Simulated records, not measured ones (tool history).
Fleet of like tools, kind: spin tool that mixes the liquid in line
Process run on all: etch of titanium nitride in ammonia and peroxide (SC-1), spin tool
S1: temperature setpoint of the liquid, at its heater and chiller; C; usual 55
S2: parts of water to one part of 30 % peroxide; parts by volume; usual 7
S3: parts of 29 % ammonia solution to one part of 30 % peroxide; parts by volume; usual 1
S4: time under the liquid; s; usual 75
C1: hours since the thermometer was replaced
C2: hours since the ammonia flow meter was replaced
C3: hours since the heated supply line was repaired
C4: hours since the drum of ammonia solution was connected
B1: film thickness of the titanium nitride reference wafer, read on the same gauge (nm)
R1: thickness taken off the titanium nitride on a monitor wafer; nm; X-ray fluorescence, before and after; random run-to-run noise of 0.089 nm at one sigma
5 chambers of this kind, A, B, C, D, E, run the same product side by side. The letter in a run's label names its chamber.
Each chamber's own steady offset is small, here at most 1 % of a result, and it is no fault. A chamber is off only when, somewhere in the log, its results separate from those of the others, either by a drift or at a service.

Run 1B, hour 6.2: usual settings; C1 86.9; C2 263.5; C3 292; C4 429; B1 140. Result: R1 15.064 nm.
Run 2A, hour 13.1: usual settings; C1 520.6; C2 566.4; C3 62.5; C4 532.2; B1 140.01. Result: R1 14.913 nm.
Run 3C, hour 21.8: usual settings; C1 875.2; C2 773.1; C3 398; C4 53.4; B1 140. Result: R1 14.713 nm.
Run 4E, hour 28.6: usual settings; C1 219.8; C2 894.9; C3 1769.5; C4 228.9; B1 139.98. Result: R1 14.954 nm.
Run 5D, hour 35.6: usual settings; C1 276.8; C2 946.2; C3 678.4; C4 963.3; B1 140.02. Result: R1 14.87 nm.
Run 6C, hour 42.5: usual settings; C1 895.9; C2 793.8; C3 418.7; C4 74.1; B1 139.99. Result: R1 14.837 nm.
Run 7B, hour 52: usual settings; C1 132.7; C2 309.3; C3 337.8; C4 474.8; B1 140.01. Result: R1 14.968 nm.
Run 8E, hour 58.5: usual settings; C1 249.7; C2 924.8; C3 1799.4; C4 258.8; B1 139.99. Result: R1 14.905 nm.
Run 9A, hour 68.7: usual settings; C1 576.2; C2 622; C3 118.1; C4 587.8; B1 140.01. Result: R1 15.057 nm.
Run 10D, hour 74.9: usual settings; C1 316.1; C2 985.5; C3 717.7; C4 1002.6; B1 140. Result: R1 14.913 nm.
Run 11D, hour 84.4: usual settings; C1 325.6; C2 995; C3 727.2; C4 1012.1; B1 139.99. Result: R1 14.773 nm.
At hour 90.9: chamber D: new drum of ammonia solution connected.
Run 12E, hour 93.2: usual settings; C1 284.4; C2 959.5; C3 1834.1; C4 293.5; B1 139.99. Result: R1 14.799 nm.
Run 13C, hour 101: usual settings; C1 954.4; C2 852.3; C3 477.2; C4 132.6; B1 140.03. Result: R1 14.921 nm.
Run 14B, hour 106.3: usual settings; C1 187; C2 363.6; C3 392.1; C4 529.1; B1 139.97. Result: R1 14.893 nm.
Run 15A, hour 113.9: usual settings but S4 105 s; C1 621.4; C2 667.2; C3 163.3; C4 633; B1 139.99. Result: R1 20.93 nm.
Run 16E, hour 122.7: usual settings but S4 105 s; C1 313.9; C2 989; C3 1863.6; C4 323; B1 140. Result: R1 20.626 nm.
Run 17C, hour 131: usual settings but S4 105 s; C1 984.4; C2 882.3; C3 507.2; C4 162.6; B1 139.98. Result: R1 20.724 nm.
Run 18B, hour 135.7: usual settings but S4 105 s; C1 216.4; C2 393; C3 421.5; C4 558.5; B1 139.99. Result: R1 20.914 nm.
At hour 143.1: chamber A: new drum of ammonia solution connected.
Run 19D, hour 144.6: usual settings but S4 105 s; C1 385.8; C2 1055.2; C3 787.4; C4 53.8; B1 139.99. Result: R1 20.685 nm.
Run 20A, hour 150.2: usual settings but S1 58.5 C, S4 120 s; C1 657.7; C2 703.5; C3 199.6; C4 7.2; B1 139.96. Result: R1 30.349 nm.
Run 21C, hour 157.5: usual settings but S1 58.5 C, S4 120 s; C1 1010.9; C2 908.8; C3 533.7; C4 189.1; B1 140.02. Result: R1 30.293 nm.
Run 22B, hour 163.3: usual settings but S1 58.5 C, S4 120 s; C1 244; C2 420.6; C3 449.1; C4 586.1; B1 139.98. Result: R1 29.693 nm.
Run 23E, hour 168: usual settings but S1 58.5 C, S4 120 s; C1 359.2; C2 1034.3; C3 1908.9; C4 368.3; B1 140.01. Result: R1 30.333 nm.
Run 24D, hour 173.2: usual settings but S1 58.5 C, S4 120 s; C1 414.4; C2 1083.8; C3 816; C4 82.4; B1 139.98. Result: R1 29.485 nm.
At hour 179.7: chamber E: ammonia flow meter replaced.
Run 25A, hour 183.5: usual settings; C1 691; C2 736.8; C3 232.9; C4 40.5; B1 139.98. Result: R1 14.883 nm.
Run 26E, hour 192.9: usual settings; C1 384.1; C2 13.2; C3 1933.8; C4 393.2; B1 139.99. Result: R1 14.668 nm.
Run 27D, hour 201.8: usual settings; C1 443; C2 1112.4; C3 844.6; C4 111; B1 140.01. Result: R1 14.36 nm.
Run 28B, hour 209.8: usual settings but S1 52 C; C1 290.5; C2 467.1; C3 495.6; C4 632.6; B1 140.01. Result: R1 12.169 nm.
Run 29C, hour 216: usual settings but S1 52 C; C1 1069.4; C2 967.3; C3 592.2; C4 247.6; B1 140. Result: R1 12.072 nm.
Run 30A, hour 222.7: usual settings but S1 52 C; C1 730.2; C2 776; C3 272.1; C4 79.7; B1 139.98. Result: R1 12.223 nm.
Run 31D, hour 230: usual settings but S1 52 C; C1 471.2; C2 1140.6; C3 872.8; C4 139.2; B1 140.04. Result: R1 11.563 nm.
Run 32C, hour 240.4: usual settings but S1 52 C; C1 1093.8; C2 991.7; C3 616.6; C4 272; B1 140.01. Result: R1 12.067 nm.
Run 33B, hour 250.6: usual settings; C1 331.3; C2 507.9; C3 536.4; C4 673.4; B1 140. Result: R1 15.034 nm.
Run 34E, hour 256.8: usual settings; C1 448; C2 77.1; C3 1997.7; C4 457.1; B1 140. Result: R1 14.803 nm.
Run 35A, hour 266.9: usual settings; C1 774.4; C2 820.2; C3 316.3; C4 123.9; B1 140.01. Result: R1 15.005 nm.
At hour 276.4: chamber C: heated supply line repaired.
At hour 276.7: chamber B: ammonia flow meter replaced.
Run 36C, hour 277: usual settings; C1 1130.4; C2 1028.3; C3 0.7; C4 308.6; B1 140.01. Result: R1 14.841 nm.
Run 37E, hour 282.7: usual settings; C1 473.9; C2 103; C3 2023.6; C4 483; B1 139.98. Result: R1 14.862 nm.
Run 38A, hour 289.9: usual settings; C1 797.4; C2 843.2; C3 339.3; C4 146.9; B1 140.02. Result: R1 14.927 nm.
At hour 292.3: chamber B: heated supply line repaired.
Run 39B, hour 296.6: usual settings; C1 377.3; C2 20; C3 4.3; C4 719.4; B1 139.98. Result: R1 15.06 nm.

Is one chamber out of step, is the gauge drifting, or do the chambers differ by no more than their own small offsets? For an off chamber, give its letter and the likeliest cause.

One chamber, D, drifts off from the rest bit by bit.
Most likely cause: temperature lost on the way to the wafer (K) = 0.847.
With only this log, it may be confused with: liquid colder than its thermometer reads (K).

Here are 4 candidates for chamber D's next run, each the usual settings with a change, their results left as question marks. Which one brings its results back in line with what the others give on the usual settings?
In line here means within this much of the mean the other chambers give on the usual settings: R1 0.31 nm
Run 40D-1, hour 304: usual settings but S3 1.2 parts by volume. Result: R1 ?.
Run 40D-2, hour 304: usual settings but S1 56 C. Result: R1 ?.
Run 40D-3, hour 304: usual settings but S1 54.5 C. Result: R1 ?.
Run 40D-4, hour 304: usual settings but S4 70 s. Result: R1 ?.

Mean of the other chambers on the usual settings: R1 14.923 nm
  run      R1
40D-1  14.344
40D-2  15.007
40D-3  13.546
40D-4   13.08
The answer is 40D-2, which returns the chamber to within the allowed miss of the others.

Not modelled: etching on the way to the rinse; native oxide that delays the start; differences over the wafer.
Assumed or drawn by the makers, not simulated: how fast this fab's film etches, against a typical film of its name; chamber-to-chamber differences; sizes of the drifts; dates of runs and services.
